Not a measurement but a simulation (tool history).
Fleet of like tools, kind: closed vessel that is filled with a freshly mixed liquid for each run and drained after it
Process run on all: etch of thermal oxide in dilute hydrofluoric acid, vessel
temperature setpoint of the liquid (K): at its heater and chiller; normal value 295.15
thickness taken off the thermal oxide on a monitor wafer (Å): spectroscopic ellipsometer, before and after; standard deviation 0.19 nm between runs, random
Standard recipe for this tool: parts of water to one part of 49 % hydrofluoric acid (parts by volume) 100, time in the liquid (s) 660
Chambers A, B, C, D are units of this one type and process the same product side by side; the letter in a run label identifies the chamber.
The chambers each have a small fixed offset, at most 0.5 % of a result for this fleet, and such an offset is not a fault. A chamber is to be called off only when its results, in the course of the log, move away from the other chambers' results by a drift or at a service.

run,hour,temperature setpoint of the liquid (K),parts of water to one part of 49 % hydrofluoric acid (parts by volume),time in the liquid (s),"read-back film thickness of the thermal oxide reference wafer, read on the same gauge (nm)",thickness taken off the thermal oxide on a monitor wafer (Å)
1A,4.7,295.15,100,660,49.999,298.27
2C,8.6,295.15,100,660,50.003,300.33
3B,11.7,295.15,100,660,50.022,299.46
4D,14,295.15,100,660,49.997,293.92
5B,16.4,295.15,100,660,49.992,298.61
6C,20.1,295.15,100,660,50.004,299.02
7D,23.7,295.15,100,660,49.964,294.26
8A,27,295.15,100,660,50.036,295.36
9B,31.9,295.15,100,660,50.001,295.76
10D,34.7,295.15,100,660,50.008,298.59
11C,39.7,295.15,100,660,49.987,298.47
12A,42.1,295.15,100,660,49.992,296.16
13D,46.3,295.15,100,660,49.981,299.79
14A,50.3,295.15,55,660,50.005,572.57
15B,55.4,295.15,55,660,49.987,574.25
16C,60.2,295.15,55,660,50.003,574.93
17B,63.4,295.15,55,660,49.988,561.57
18C,66.8,295.15,100,660,49.999,298.98
19A,70.8,295.15,100,660,50.031,294.97
20D,74.7,295.15,100,660,49.975,296.07
21A,78.1,295.15,100,660,49.972,297.2
22C,81.8,293.65,100,660,50.023,279.8
23D,87,293.65,100,660,50.021,278.52
24B,89.8,293.65,100,660,50.021,270.6
25C,92.6,293.65,100,660,49.985,281.58
26B,96,295.15,100,660,50.028,285.65
27A,100,295.15,75,955,49.996,598.64
28D,102.5,295.15,75,955,50.027,595.55
29A,107.5,295.15,75,955,49.988,593.96
30C,112.5,295.15,75,955,49.977,588.07

All 4 chambers run these settings next. Forecast each chamber's results:
31A,116.2,295.15,100,660,,?
31B,116.2,295.15,100,660,,?
31C,116.2,295.15,100,660,,?
31D,116.2,295.15,100,660,,?

run,thickness taken off the thermal oxide on a monitor wafer (Å)
31A,294.15
31B,282.12
31C,295.87
31D,301.25
